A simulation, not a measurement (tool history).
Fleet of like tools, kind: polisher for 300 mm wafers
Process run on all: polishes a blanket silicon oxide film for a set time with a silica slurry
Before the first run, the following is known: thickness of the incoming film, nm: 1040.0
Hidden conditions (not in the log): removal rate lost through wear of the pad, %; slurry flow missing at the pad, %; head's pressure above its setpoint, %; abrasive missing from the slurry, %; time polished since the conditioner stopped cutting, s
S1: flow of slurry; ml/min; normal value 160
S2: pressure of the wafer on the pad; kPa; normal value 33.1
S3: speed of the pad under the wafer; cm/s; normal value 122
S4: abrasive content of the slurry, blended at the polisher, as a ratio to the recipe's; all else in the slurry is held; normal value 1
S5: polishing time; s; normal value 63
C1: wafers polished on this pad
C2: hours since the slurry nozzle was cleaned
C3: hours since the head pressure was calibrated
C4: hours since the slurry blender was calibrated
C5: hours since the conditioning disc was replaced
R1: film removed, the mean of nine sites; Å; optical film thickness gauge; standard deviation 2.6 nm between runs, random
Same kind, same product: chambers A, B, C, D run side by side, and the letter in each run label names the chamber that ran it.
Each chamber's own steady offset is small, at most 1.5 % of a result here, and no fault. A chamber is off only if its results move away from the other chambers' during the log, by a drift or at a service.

run     day   S1    S2   S3  S4  S5    C1     C2      C3     C4     C5      R1
      0.329  -- chamber A: conditioning disc replaced and pad reconditioned
 1D   0.400  160  33.1  122   1  63   752  313.7   976.7  142.6  302.2  2339.3
      0.542  -- chamber A: worn pad replaced by a new one
 2A   0.821  160  33.1  122   1  63    59  321.2   472.3   83.1   11.8  2388.0
 3B   1.175  160  33.1  122   1  63   705  139.2   583.3   67.1  235.8  2438.2
      1.500  -- chamber D: worn pad replaced by a new one
 4C   1.596  160  33.1  122   1  63   917   88.2   483.9  207.7  189.7  2413.4
 5C   1.858  160  33.1  122   1  63   973   94.5   490.2  214.0  196.0  2386.9
      2.046  -- chamber C: slurry blender recalibrated
 6B   2.117  160  33.1  122   1  63   905  161.8   605.9   89.7  258.4  2404.7
      2.200  -- chamber C: head pressure recalibrated
 7A   2.321  160  33.1  122   1  63   378  357.2   508.3  119.1   47.8  2421.9
      2.421  -- chamber D: slurry blender recalibrated
 8D   2.696  160  33.1  122   1  63   254  368.8  1031.8    6.6  357.3  2343.2
 9C   2.979  160  33.1  122   1  63  1212  121.4    18.7   22.5  222.9  2368.3
10B   3.317  160  33.1  138   1  63  1160  190.6   634.7  118.5  287.2  2637.9
11A   3.583  160  33.1  138   1  63   647  387.5   538.6  149.4   78.1  2659.8
      3.692  -- chamber A: worn pad replaced by a new one
12D   3.908  160  33.1  138   1  63   512  397.9  1060.9   35.7  386.4  2626.4
      3.954  -- chamber C: worn pad replaced by a new one
13B   4.112  160  33.1  138   1  63  1329  209.7   653.8  137.6  306.3  2648.4
      4.379  -- chamber A: conditioning disc replaced and pad reconditioned
14A   4.475  160  33.1  122   1  63   167  408.9   560.0  170.8    2.3  2450.5
      4.571  -- chamber B: worn pad replaced by a new one
15D   4.758  160  33.1  122   1  63   693  418.3  1081.3   56.1  406.8  2411.3
16C   5.025  160  33.1  122   1  63   228  170.5    67.8   71.6  272.0  2380.9
17B   5.362  160  33.1  122   1  63   169  239.7   683.8  167.6  336.3  2346.5
18A   5.608  160  33.1  122   1  63   408  436.1   587.2  198.0   29.5  2408.8
19D   5.950  160  33.1  122   1  63   946  446.9  1109.9   84.7  435.4  2363.9
      6.012  -- chamber D: worn pad replaced by a new one
      6.075  -- chamber B: slurry nozzle cleaned
20C   6.212  160  33.1  122   1  63   480  199.0    96.3  100.1  300.5  2401.7
      6.383  -- chamber D: head pressure recalibrated
21B   6.433  160  33.1  122   1  63   396    8.7   709.5  193.3  362.0  2415.4
      6.775  -- chamber A: worn pad replaced by a new one
22C   6.833  160  33.1  122   1  63   612  213.9   111.2  115.0  315.4  2416.2
      7.096  -- chamber D: slurry nozzle cleaned
23A   7.175  160  24.8  122   1  63    85  473.7   624.8  235.6   67.1  1808.7
24D   7.500  160  24.8  122   1  63   317    9.7    26.9  121.9  472.6  2006.0
25B   7.850  160  24.8  122   1  63   698   42.7   743.5  227.3  396.0  1824.8
      7.975  -- chamber A: slurry nozzle cleaned
26D   8.192  160  24.8  122   1  63   464   26.3    43.5  138.5  489.2  1957.9
27C   8.458  160  33.1  122   1  63   958  252.9   150.2  154.0  354.4  2398.2
      8.521  -- chamber A: conditioning disc replaced and pad reconditioned
28A   8.671  160  33.1  122   1  42   403   16.8   660.7  271.5    3.6  1576.0
      8.688  -- chamber D: conditioning disc replaced and pad reconditioned
29A   9.050  160  33.1  122   1  42   484   25.9   669.8  280.6   12.7  1613.9
      9.250  -- chamber C: slurry nozzle cleaned
      9.392  -- chamber A: worn pad replaced by a new one
30C   9.450  160  33.1  122   1  42  1169    4.9   174.0  177.8  378.2  1603.4
31B   9.829  160  33.1  122   1  42  1119   90.2   791.0  274.8  443.5  1596.1
32D  10.054  125  33.1   88   1  63   860   71.0    88.2  183.2   32.9  1947.5
     10.296  -- chamber B: slurry blender recalibrated
33B  10.371  125  33.1   88   1  63  1234  103.2   804.0    1.8  456.5  1735.7
34C  10.654  125  33.1   88   1  63  1425   33.8   202.9  206.7  407.1  1797.2
     10.762  -- chamber D: worn pad replaced by a new one
     10.942  -- chamber C: worn pad replaced by a new one
35D  11.050  125  33.1   88   1  63    61   94.9   112.1  207.1   56.8  1944.8
36A  11.267  160  33.1  122   1  63   399   79.1   723.0  333.8   65.9  2410.6
     11.404  -- chamber A: slurry blender recalibrated
37C  11.517  160  33.1  122   1  63   123   54.5   223.6  227.4  427.8  2405.6
     11.592  -- chamber B: worn pad replaced by a new one
     11.617  -- chamber D: slurry blender recalibrated
38A  11.771  160  33.1  122   1  56   506   91.2   735.1    8.8   78.0  2171.3
     11.817  -- chamber A: worn pad replaced by a new one
39B  12.171  160  33.1  122   1  56   123  146.4   847.2   45.0  499.7  2112.2
     12.362  -- chamber C: slurry blender recalibrated
40D  12.579  160  33.1  122   1  56   386  131.6   148.8   23.2   93.5  2379.5
     12.754  -- chamber A: conditioning disc replaced and pad reconditioned
41A  12.862  160  33.1  122   1  56   222  117.4   761.3   35.0    2.7  2154.1
42C  13.129  160  33.1  122   1  63   466   93.2   262.3   18.4  466.5  2379.1
43D  13.438  160  33.1  122   1  63   569  152.2   169.4   43.8  114.1  2670.4
44B  13.792  160  33.1  122   1  63   468  185.3   886.1   83.9  538.6  2402.6

All chambers now run identical settings, listed one chamber a line with results as question marks. What results will each chamber show?
45A  14.096  160  33.1  122   1  74                       ?
45B  14.096  160  33.1  122   1  74                       ?
45C  14.096  160  33.1  122   1  74                       ?
45D  14.096  160  33.1  122   1  74                       ?

run      R1
45A  2820.1
45B  2845.0
45C  2834.8
45D  3098.6

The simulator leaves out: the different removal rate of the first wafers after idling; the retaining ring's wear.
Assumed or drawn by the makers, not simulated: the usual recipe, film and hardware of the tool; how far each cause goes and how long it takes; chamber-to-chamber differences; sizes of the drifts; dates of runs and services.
